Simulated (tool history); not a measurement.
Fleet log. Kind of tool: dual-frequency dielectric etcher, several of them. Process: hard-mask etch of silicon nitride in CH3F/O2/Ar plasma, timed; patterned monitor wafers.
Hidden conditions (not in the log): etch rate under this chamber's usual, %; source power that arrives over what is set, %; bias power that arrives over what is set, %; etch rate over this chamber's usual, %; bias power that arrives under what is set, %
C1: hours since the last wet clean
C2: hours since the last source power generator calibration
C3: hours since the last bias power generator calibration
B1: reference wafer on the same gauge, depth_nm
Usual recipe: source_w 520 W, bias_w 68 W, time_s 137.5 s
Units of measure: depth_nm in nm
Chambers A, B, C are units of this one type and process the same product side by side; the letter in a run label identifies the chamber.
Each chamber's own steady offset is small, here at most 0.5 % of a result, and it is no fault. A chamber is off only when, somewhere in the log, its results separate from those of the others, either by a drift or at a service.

{"run": "1B", "hour": 7.2, "source_w": 520, "bias_w": 68, "time_s": 137.5, "C1": 202.6, "C2": 1608.9, "C3": 1662.7, "B1": 105.09, "depth_nm": 104.92}
{"hour": 8.1, "done": "chamber C: source power generator calibrated"}
{"run": "2C", "hour": 13.4, "source_w": 520, "bias_w": 68, "time_s": 137.5, "C1": 110.2, "C2": 5.3, "C3": 1591.9, "B1": 104.98, "depth_nm": 103.34}
{"run": "3A", "hour": 19.3, "source_w": 520, "bias_w": 68, "time_s": 137.5, "C1": 123.7, "C2": 2640.6, "C3": 2814.1, "B1": 104.92, "depth_nm": 104.26}
{"run": "4B", "hour": 23.6, "source_w": 520, "bias_w": 68, "time_s": 137.5, "C1": 219.0, "C2": 1625.3, "C3": 1679.1, "B1": 105.18, "depth_nm": 104.0}
{"run": "5C", "hour": 28.6, "source_w": 520, "bias_w": 68, "time_s": 137.5, "C1": 125.4, "C2": 20.5, "C3": 1607.1, "B1": 104.92, "depth_nm": 103.83}
{"run": "6A", "hour": 36.2, "source_w": 520, "bias_w": 68, "time_s": 137.5, "C1": 140.6, "C2": 2657.5, "C3": 2831.0, "B1": 105.14, "depth_nm": 104.73}
{"run": "7A", "hour": 42.9, "source_w": 520, "bias_w": 68, "time_s": 137.5, "C1": 147.3, "C2": 2664.2, "C3": 2837.7, "B1": 104.92, "depth_nm": 103.88}
{"run": "8B", "hour": 47.1, "source_w": 520, "bias_w": 68, "time_s": 137.5, "C1": 242.5, "C2": 1648.8, "C3": 1702.6, "B1": 105.2, "depth_nm": 104.59}
{"run": "9C", "hour": 52.2, "source_w": 520, "bias_w": 68, "time_s": 137.5, "C1": 149.0, "C2": 44.1, "C3": 1630.7, "B1": 104.96, "depth_nm": 103.77}
{"run": "10B", "hour": 57.8, "source_w": 520, "bias_w": 68, "time_s": 137.5, "C1": 253.2, "C2": 1659.5, "C3": 1713.3, "B1": 105.13, "depth_nm": 104.56}
{"run": "11A", "hour": 65.8, "source_w": 520, "bias_w": 68, "time_s": 137.5, "C1": 170.2, "C2": 2687.1, "C3": 2860.6, "B1": 105.13, "depth_nm": 103.01}
{"run": "12C", "hour": 74.0, "source_w": 520, "bias_w": 68, "time_s": 137.5, "C1": 170.8, "C2": 65.9, "C3": 1652.5, "B1": 104.91, "depth_nm": 103.51}
{"run": "13B", "hour": 79.9, "source_w": 520, "bias_w": 68, "time_s": 137.5, "C1": 275.3, "C2": 1681.6, "C3": 1735.4, "B1": 104.96, "depth_nm": 105.59}
{"run": "14C", "hour": 85.1, "source_w": 520, "bias_w": 68, "time_s": 137.5, "C1": 181.9, "C2": 77.0, "C3": 1663.6, "B1": 105.02, "depth_nm": 104.53}
{"run": "15A", "hour": 89.0, "source_w": 520, "bias_w": 68, "time_s": 137.5, "C1": 193.4, "C2": 2710.3, "C3": 2883.8, "B1": 104.91, "depth_nm": 101.73}
{"run": "16A", "hour": 94.5, "source_w": 520, "bias_w": 68, "time_s": 105.5, "C1": 198.9, "C2": 2715.8, "C3": 2889.3, "B1": 104.93, "depth_nm": 79.156}
{"run": "17B", "hour": 102.3, "source_w": 520, "bias_w": 68, "time_s": 105.5, "C1": 297.7, "C2": 1704.0, "C3": 1757.8, "B1": 104.99, "depth_nm": 79.597}
{"run": "18C", "hour": 107.3, "source_w": 520, "bias_w": 68, "time_s": 105.5, "C1": 204.1, "C2": 99.2, "C3": 1685.8, "B1": 105.01, "depth_nm": 78.994}
{"run": "19B", "hour": 114.0, "source_w": 520, "bias_w": 68, "time_s": 137.5, "C1": 309.4, "C2": 1715.7, "C3": 1769.5, "B1": 105.12, "depth_nm": 104.77}
{"run": "20C", "hour": 122.2, "source_w": 520, "bias_w": 68, "time_s": 137.5, "C1": 219.0, "C2": 114.1, "C3": 1700.7, "B1": 105.02, "depth_nm": 104.11}
{"run": "21A", "hour": 130.8, "source_w": 520, "bias_w": 68, "time_s": 137.5, "C1": 235.2, "C2": 2752.1, "C3": 2925.6, "B1": 105.05, "depth_nm": 101.22}
{"hour": 135.3, "done": "chamber A: source power generator calibrated"}
{"run": "22A", "hour": 136.1, "source_w": 520, "bias_w": 68, "time_s": 137.5, "C1": 240.5, "C2": 0.9, "C3": 2930.9, "B1": 104.97, "depth_nm": 100.17}
{"run": "23C", "hour": 144.1, "source_w": 520, "bias_w": 68, "time_s": 137.5, "C1": 240.9, "C2": 136.0, "C3": 1722.6, "B1": 104.96, "depth_nm": 104.61}
{"run": "24B", "hour": 152.8, "source_w": 520, "bias_w": 68, "time_s": 137.5, "C1": 348.2, "C2": 1754.5, "C3": 1808.3, "B1": 104.86, "depth_nm": 104.61}
{"run": "25C", "hour": 157.5, "source_w": 520, "bias_w": 68, "time_s": 137.5, "C1": 254.3, "C2": 149.4, "C3": 1736.0, "B1": 104.95, "depth_nm": 104.11}
{"run": "26A", "hour": 162.0, "source_w": 520, "bias_w": 68, "time_s": 137.5, "C1": 266.4, "C2": 26.8, "C3": 2956.8, "B1": 104.87, "depth_nm": 100.75}
{"run": "27B", "hour": 167.5, "source_w": 520, "bias_w": 68, "time_s": 137.5, "C1": 362.9, "C2": 1769.2, "C3": 1823.0, "B1": 104.99, "depth_nm": 104.67}
{"run": "28B", "hour": 174.8, "source_w": 520, "bias_w": 56, "time_s": 161.0, "C1": 370.2, "C2": 1776.5, "C3": 1830.3, "B1": 104.84, "depth_nm": 114.94}

Next, all 3 chambers run the settings below, one line each with question marks for the results. What does each chamber give?
{"run": "29A", "hour": 181.1, "source_w": 520, "bias_w": 68, "time_s": 137.5, "depth_nm": "?"}
{"run": "29B", "hour": 181.1, "source_w": 520, "bias_w": 68, "time_s": 137.5, "depth_nm": "?"}
{"run": "29C", "hour": 181.1, "source_w": 520, "bias_w": 68, "time_s": 137.5, "depth_nm": "?"}

run=29A depth_nm=99.117
run=29B depth_nm=105.050
run=29C depth_nm=103.860
